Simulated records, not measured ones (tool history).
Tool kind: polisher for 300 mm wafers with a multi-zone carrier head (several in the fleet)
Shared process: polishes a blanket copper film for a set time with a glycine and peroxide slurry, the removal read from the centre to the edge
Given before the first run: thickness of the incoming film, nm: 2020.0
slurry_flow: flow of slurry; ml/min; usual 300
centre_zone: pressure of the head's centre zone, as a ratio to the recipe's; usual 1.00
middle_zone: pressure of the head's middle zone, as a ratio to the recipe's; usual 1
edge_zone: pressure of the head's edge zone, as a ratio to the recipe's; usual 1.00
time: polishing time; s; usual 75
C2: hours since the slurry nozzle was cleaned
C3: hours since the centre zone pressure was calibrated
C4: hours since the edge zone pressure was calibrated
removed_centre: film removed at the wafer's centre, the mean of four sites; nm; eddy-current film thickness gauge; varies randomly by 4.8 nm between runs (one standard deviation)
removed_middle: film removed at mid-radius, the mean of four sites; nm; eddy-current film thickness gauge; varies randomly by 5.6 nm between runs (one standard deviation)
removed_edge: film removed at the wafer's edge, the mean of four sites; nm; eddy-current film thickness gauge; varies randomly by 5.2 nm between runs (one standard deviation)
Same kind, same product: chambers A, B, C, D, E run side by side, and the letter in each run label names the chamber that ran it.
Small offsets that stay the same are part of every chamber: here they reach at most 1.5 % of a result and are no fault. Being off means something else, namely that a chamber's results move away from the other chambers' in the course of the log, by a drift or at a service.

run 1B hour=6.1 | slurry_flow=300 centre_zone=1.00 middle_zone=1 edge_zone=1.00 time=75 | wafers_polished_on_this_pad=1213 C2=686.6 C3=1076.6 C4=367.5 | removed_centre=397.51 removed_middle=394.19 removed_edge=390.81
run 2A hour=11.4 | slurry_flow=300 centre_zone=1.00 middle_zone=1 edge_zone=1.00 time=75 | wafers_polished_on_this_pad=505 C2=329.3 C3=492.4 C4=187.7 | removed_centre=395.70 removed_middle=404.40 removed_edge=402.88
run 3E hour=18.8 | slurry_flow=300 centre_zone=1.00 middle_zone=1 edge_zone=1.00 time=75 | wafers_polished_on_this_pad=665 C2=803.5 C3=817.1 C4=824.5 | removed_centre=399.53 removed_middle=398.90 removed_edge=394.58
run 4C hour=25.1 | slurry_flow=300 centre_zone=1.00 middle_zone=1 edge_zone=1.00 time=75 | wafers_polished_on_this_pad=520 C2=153.5 C3=353.1 C4=47.0 | removed_centre=402.21 removed_middle=408.59 removed_edge=405.85
-- hour=30.5 chamber B: centre zone pressure recalibrated
run 5D hour=30.8 | slurry_flow=300 centre_zone=1.00 middle_zone=1 edge_zone=1.00 time=75 | wafers_polished_on_this_pad=788 C2=482.2 C3=487.6 C4=897.6 | removed_centre=396.76 removed_middle=385.05 removed_edge=402.35
-- hour=32.0 chamber E: slurry nozzle cleaned
run 6E hour=35.3 | slurry_flow=300 centre_zone=1.00 middle_zone=1 edge_zone=1.00 time=75 | wafers_polished_on_this_pad=758 C2=3.3 C3=833.6 C4=841.0 | removed_centre=395.87 removed_middle=395.38 removed_edge=393.44
-- hour=37.5 chamber D: worn pad replaced by a new one
run 7D hour=42.6 | slurry_flow=300 centre_zone=1.00 middle_zone=1 edge_zone=1.00 time=75 | wafers_polished_on_this_pad=28 C2=494.0 C3=499.4 C4=909.4 | removed_centre=395.87 removed_middle=397.78 removed_edge=411.27
run 8B hour=46.7 | slurry_flow=300 centre_zone=1.00 middle_zone=1 edge_zone=1.00 time=75 | wafers_polished_on_this_pad=1440 C2=727.2 C3=16.3 C4=408.1 | removed_centre=400.64 removed_middle=393.89 removed_edge=396.68
-- hour=48.9 chamber E: worn pad replaced by a new one
run 9A hour=53.8 | slurry_flow=300 centre_zone=1.00 middle_zone=1 edge_zone=0.91 time=75 | wafers_polished_on_this_pad=742 C2=371.7 C3=534.8 C4=230.1 | removed_centre=401.78 removed_middle=391.21 removed_edge=376.23
run 10C hour=58.2 | slurry_flow=300 centre_zone=1.00 middle_zone=1 edge_zone=0.91 time=75 | wafers_polished_on_this_pad=705 C2=186.6 C3=386.2 C4=80.1 | removed_centre=411.27 removed_middle=403.16 removed_edge=373.84
-- hour=59.1 chamber E: edge zone pressure recalibrated
run 11A hour=62.7 | slurry_flow=300 centre_zone=1.00 middle_zone=1 edge_zone=0.91 time=75 | wafers_polished_on_this_pad=792 C2=380.6 C3=543.7 C4=239.0 | removed_centre=401.42 removed_middle=396.08 removed_edge=371.19
run 12D hour=66.1 | slurry_flow=300 centre_zone=1.00 middle_zone=1 edge_zone=0.91 time=75 | wafers_polished_on_this_pad=160 C2=517.5 C3=522.9 C4=932.9 | removed_centre=390.55 removed_middle=403.19 removed_edge=379.27
run 13B hour=73.0 | slurry_flow=300 centre_zone=1.00 middle_zone=1 edge_zone=0.91 time=75 | wafers_polished_on_this_pad=1587 C2=753.5 C3=42.6 C4=434.4 | removed_centre=382.44 removed_middle=395.16 removed_edge=375.54
run 14C hour=77.4 | slurry_flow=300 centre_zone=1.00 middle_zone=1 edge_zone=1.00 time=75 | wafers_polished_on_this_pad=812 C2=205.8 C3=405.4 C4=99.3 | removed_centre=398.96 removed_middle=406.52 removed_edge=398.49
-- hour=78.7 chamber B: worn pad replaced by a new one
run 15E hour=83.8 | slurry_flow=300 centre_zone=1.00 middle_zone=1 edge_zone=1.00 time=75 | wafers_polished_on_this_pad=195 C2=51.8 C3=882.1 C4=24.8 | removed_centre=397.82 removed_middle=405.94 removed_edge=398.53
-- hour=86.1 chamber C: worn pad replaced by a new one
run 16D hour=88.2 | slurry_flow=300 centre_zone=1.00 middle_zone=1 edge_zone=1.00 time=75 | wafers_polished_on_this_pad=283 C2=539.6 C3=545.0 C4=955.0 | removed_centre=396.87 removed_middle=391.51 removed_edge=399.83
run 17A hour=93.2 | slurry_flow=300 centre_zone=1.00 middle_zone=1 edge_zone=1.00 time=75 | wafers_polished_on_this_pad=962 C2=411.1 C3=574.2 C4=269.5 | removed_centre=398.78 removed_middle=395.80 removed_edge=394.61
-- hour=95.4 chamber A: worn pad replaced by a new one
run 18E hour=99.5 | slurry_flow=300 centre_zone=1.00 middle_zone=1 edge_zone=1.00 time=75 | wafers_polished_on_this_pad=283 C2=67.5 C3=897.8 C4=40.5 | removed_centre=394.38 removed_middle=399.47 removed_edge=396.89
run 19C hour=105.8 | slurry_flow=300 centre_zone=1.00 middle_zone=1 edge_zone=1.00 time=75 | wafers_polished_on_this_pad=110 C2=234.2 C3=433.8 C4=127.7 | removed_centre=402.64 removed_middle=399.46 removed_edge=404.46
run 20B hour=109.2 | slurry_flow=300 centre_zone=1.00 middle_zone=1 edge_zone=1.00 time=75 | wafers_polished_on_this_pad=170 C2=789.7 C3=78.8 C4=470.6 | removed_centre=394.95 removed_middle=399.82 removed_edge=395.60
run 21E hour=112.5 | slurry_flow=300 centre_zone=1.00 middle_zone=1 edge_zone=1.00 time=75 | wafers_polished_on_this_pad=356 C2=80.5 C3=910.8 C4=53.5 | removed_centre=391.98 removed_middle=392.31 removed_edge=393.27
run 22B hour=119.4 | slurry_flow=300 centre_zone=0.95 middle_zone=1 edge_zone=1.00 time=89 | wafers_polished_on_this_pad=227 C2=799.9 C3=89.0 C4=480.8 | removed_centre=436.61 removed_middle=474.72 removed_edge=472.09
run 23C hour=124.3 | slurry_flow=300 centre_zone=0.95 middle_zone=1 edge_zone=1.00 time=89 | wafers_polished_on_this_pad=213 C2=252.7 C3=452.3 C4=146.2 | removed_centre=446.80 removed_middle=479.63 removed_edge=467.16
run 24D hour=129.5 | slurry_flow=300 centre_zone=0.95 middle_zone=1 edge_zone=1.00 time=89 | wafers_polished_on_this_pad=514 C2=580.9 C3=586.3 C4=996.3 | removed_centre=442.41 removed_middle=474.37 removed_edge=467.14
run 25A hour=136.0 | slurry_flow=300 centre_zone=0.95 middle_zone=1 edge_zone=1.00 time=89 | wafers_polished_on_this_pad=227 C2=453.9 C3=617.0 C4=312.3 | removed_centre=442.93 removed_middle=463.55 removed_edge=472.62
run 26B hour=142.6 | slurry_flow=300 centre_zone=0.95 middle_zone=1 edge_zone=1.00 time=89 | wafers_polished_on_this_pad=357 C2=823.1 C3=112.2 C4=504.0 | removed_centre=449.24 removed_middle=470.82 removed_edge=478.02
run 27E hour=148.0 | slurry_flow=300 centre_zone=1.00 middle_zone=1 edge_zone=1.00 time=75 | wafers_polished_on_this_pad=554 C2=116.0 C3=946.3 C4=89.0 | removed_centre=391.80 removed_middle=388.43 removed_edge=398.17
-- hour=153.6 chamber D: worn pad replaced by a new one
run 28C hour=155.2 | slurry_flow=300 centre_zone=1.00 middle_zone=1 edge_zone=1.00 time=75 | wafers_polished_on_this_pad=386 C2=283.6 C3=483.2 C4=177.1 | removed_centre=406.50 removed_middle=411.59 removed_edge=397.62
run 29A hour=162.0 | slurry_flow=300 centre_zone=1.00 middle_zone=1 edge_zone=1.00 time=75 | wafers_polished_on_this_pad=372 C2=479.9 C3=643.0 C4=338.3 | removed_centre=405.38 removed_middle=394.25 removed_edge=392.51
run 30D hour=168.4 | slurry_flow=300 centre_zone=1.00 middle_zone=1 edge_zone=1.00 time=75 | wafers_polished_on_this_pad=83 C2=619.8 C3=625.2 C4=1035.2 | removed_centre=395.43 removed_middle=397.53 removed_edge=397.74
run 31E hour=171.9 | slurry_flow=375 centre_zone=1.00 middle_zone=1 edge_zone=1.00 time=96 | wafers_polished_on_this_pad=688 C2=139.9 C3=970.2 C4=112.9 | removed_centre=517.20 removed_middle=519.01 removed_edge=514.43
run 32A hour=175.3 | slurry_flow=375 centre_zone=1.00 middle_zone=1 edge_zone=1.00 time=96 | wafers_polished_on_this_pad=446 C2=493.2 C3=656.3 C4=351.6 | removed_centre=524.00 removed_middle=525.95 removed_edge=510.73
run 33B hour=180.0 | slurry_flow=375 centre_zone=1.00 middle_zone=1 edge_zone=1.00 time=96 | wafers_polished_on_this_pad=566 C2=860.5 C3=149.6 C4=541.4 | removed_centre=505.60 removed_middle=521.57 removed_edge=515.16

For the next run the whole fleet of 5 chambers uses the same settings. Give each chamber's results:
run 34A hour=185.3 | slurry_flow=300 centre_zone=1.00 middle_zone=1 edge_zone=1.00 time=75 | removed_centre=? removed_middle=? removed_edge=?
run 34B hour=185.3 | slurry_flow=300 centre_zone=1.00 middle_zone=1 edge_zone=1.00 time=75 | removed_centre=? removed_middle=? removed_edge=?
run 34C hour=185.3 | slurry_flow=300 centre_zone=1.00 middle_zone=1 edge_zone=1.00 time=75 | removed_centre=? removed_middle=? removed_edge=?
run 34D hour=185.3 | slurry_flow=300 centre_zone=1.00 middle_zone=1 edge_zone=1.00 time=75 | removed_centre=? removed_middle=? removed_edge=?
run 34E hour=185.3 | slurry_flow=300 centre_zone=1.00 middle_zone=1 edge_zone=1.00 time=75 | removed_centre=? removed_middle=? removed_edge=?

run=34A removed_centre=397.68 removed_middle=395.15 removed_edge=400.88
run=34B removed_centre=392.04 removed_middle=397.05 removed_edge=397.03
run=34C removed_centre=411.62 removed_middle=402.50 removed_edge=405.39
run=34D removed_centre=398.20 removed_middle=390.38 removed_edge=409.10
run=34E removed_centre=388.87 removed_middle=395.56 removed_edge=397.46
